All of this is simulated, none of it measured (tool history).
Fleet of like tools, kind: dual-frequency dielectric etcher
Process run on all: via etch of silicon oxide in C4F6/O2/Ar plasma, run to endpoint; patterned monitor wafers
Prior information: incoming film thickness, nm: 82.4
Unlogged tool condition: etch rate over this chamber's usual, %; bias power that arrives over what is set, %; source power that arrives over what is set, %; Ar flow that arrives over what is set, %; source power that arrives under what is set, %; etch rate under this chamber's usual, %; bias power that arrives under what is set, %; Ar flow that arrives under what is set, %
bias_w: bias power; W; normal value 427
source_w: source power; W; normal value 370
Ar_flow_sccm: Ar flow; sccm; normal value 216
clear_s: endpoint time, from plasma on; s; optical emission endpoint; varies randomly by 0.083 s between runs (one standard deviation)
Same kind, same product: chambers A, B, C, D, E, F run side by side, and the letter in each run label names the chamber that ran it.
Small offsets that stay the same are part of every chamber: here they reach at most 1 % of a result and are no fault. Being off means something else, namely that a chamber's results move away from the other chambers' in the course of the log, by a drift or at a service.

run   hour  bias_w  source_w  Ar_flow_sccm  hours since the last wet clean  hours since the last bias power generator calibration  hours since the last source power generator calibration  hours since the last Ar flow controller change  clear_s
 1C    9.5     427       370           216                           306.9                                                  935.8                                                   1136.4                                           722.5   19.013
 2B   16.4     427       370           216                           192.5                                                 2231.8                                                       33                                          3460.4   19.137
 3E   29.8     427       370           216                           229.8                                                 2455.1                                                    374.1                                          1895.9    19.08
 4F   38.9     427       370           216                             247                                                 2474.6                                                   2057.4                                          3880.5    18.88
 5A   48.8     427       370           216                           369.4                                                  328.7                                                   1321.7                                          2550.4   19.117
 6D   55.1     427       370           216                           360.5                                                  112.7                                                   4776.3                                           751.7   19.284
 7B   62.6     427       370           216                           238.7                                                   2278                                                     79.2                                          3506.6   19.074
      68.5  -- chamber A: wet clean of the chamber
 8C   71.2     427       370           216                           368.6                                                  997.5                                                   1198.1                                           784.2   19.265
 9E   79.3     427       370           216                           279.3                                                 2504.6                                                    423.6                                          1945.4   18.997
      84.4  -- chamber F: bias power generator calibrated
10D   92.5     427       370           216                           397.9                                                  150.1                                                   4813.7                                           789.1    19.18
11A  105.7     427       370           216                            37.2                                                  385.6                                                   1378.6                                          2607.3   18.976
12F  118.4     427       370           216                           326.5                                                     34                                                   2136.9                                            3960   18.929
13F  130.3     427       370           216                           338.4                                                   45.9                                                   2148.8                                          3971.9   19.005
     133.3  -- chamber D: source power generator calibrated
14B  136.4     427       370           216                           312.5                                                 2351.8                                                      153                                          3580.4   19.121
15E  146.7     427       370           216                           346.7                                                   2572                                                      491                                          2012.8   19.005
16C    159     427       370           216                           456.4                                                 1085.3                                                   1285.9                                             872   18.998
     159.8  -- chamber E: wet clean of the chamber
17D  172.4     427       370           216                           477.8                                                    230                                                     39.2                                             869   19.129
18A  182.4     427       370           216                           113.9                                                  462.3                                                   1455.3                                            2684   18.945
19C  194.7     427       370           216                           492.1                                                   1121                                                   1321.6                                           907.7   19.094
     200.4  -- chamber B: wet clean of the chamber
20D  202.2     427       370           216                           507.6                                                  259.8                                                       69                                           898.8   18.966
21F  209.9     427       370           216                             418                                                  125.5                                                   2228.4                                          4051.5   19.082
       222  -- chamber D: wet clean of the chamber
22A  222.4     427       370           216                           153.9                                                  502.3                                                   1495.3                                            2724   19.019
23E  230.9     427       370           216                            71.1                                                 2656.2                                                    575.2                                            2097   19.123
     233.3  -- chamber C: wet clean of the chamber
24B    238     427       370           216                            37.6                                                 2453.4                                                    254.6                                            3682    19.07
25D  251.8     427       370           216                            29.9                                                  309.4                                                    118.6                                           948.4   19.357
26E  261.5     427       370           216                           101.7                                                 2686.8                                                    605.8                                          2127.6   19.043
27B  269.5     427       370           216                            69.1                                                 2484.9                                                    286.1                                          3713.5   19.101
28A  279.5     427       330           176                             211                                                  559.4                                                   1552.4                                          2781.1   19.485
29C  292.7     427       330           176                            59.5                                                   1219                                                   1419.6                                          1005.7   20.143
30F  302.6     427       330           176                           510.7                                                  218.2                                                   2321.1                                          4144.2   19.306
31A  312.9     427       330           176                           244.4                                                  592.8                                                   1585.8                                          2814.5   19.306
32B  321.7     427       330           176                           121.3                                                 2537.1                                                    338.3                                          3765.7   19.417
33C  335.1     427       330           176                           101.9                                                 1261.4                                                     1462                                          1048.1   20.135
34D  341.4     427       370           216                           119.5                                                    399                                                    208.2                                            1038   19.096
     345.4  -- chamber F: wet clean of the chamber
35E    350     427       370           216                           190.2                                                 2775.3                                                    694.3                                          2216.1   19.033
36F  362.3     427       370           216                              17                                                  277.9                                                   2380.8                                          4203.9   19.019
37C  373.4     427       370           216                           140.2                                                 1299.7                                                   1500.3                                          1086.4   19.622
38E  386.4     427       370           256                           226.6                                                 2811.7                                                    730.7                                          2252.5   19.351
39D  395.2     427       370           256                           173.3                                                  452.8                                                      262                                          1091.8   19.627
40A  408.3     427       370           256                           339.8                                                  688.2                                                   1681.2                                          2909.9   19.351
41B    419     427       370           256                           218.6                                                 2634.4                                                    435.6                                            3863   19.449
42F  431.6     427       370           256                            86.3                                                  347.2                                                   2450.1                                          4273.2   19.299

Next, every chamber runs the same settings. What will each give?
43A  441.6     427       290           216                                                                                                                                                                                                        ?
43B  441.6     427       290           216                                                                                                                                                                                                        ?
43C  441.6     427       290           216                                                                                                                                                                                                        ?
43D  441.6     427       290           216                                                                                                                                                                                                        ?
43E  441.6     427       290           216                                                                                                                                                                                                        ?
43F  441.6     427       290           216                                                                                                                                                                                                        ?

run  clear_s
43A   20.718
43B   20.907
43C     21.6
43D   20.952
43E   20.803
43F   20.793

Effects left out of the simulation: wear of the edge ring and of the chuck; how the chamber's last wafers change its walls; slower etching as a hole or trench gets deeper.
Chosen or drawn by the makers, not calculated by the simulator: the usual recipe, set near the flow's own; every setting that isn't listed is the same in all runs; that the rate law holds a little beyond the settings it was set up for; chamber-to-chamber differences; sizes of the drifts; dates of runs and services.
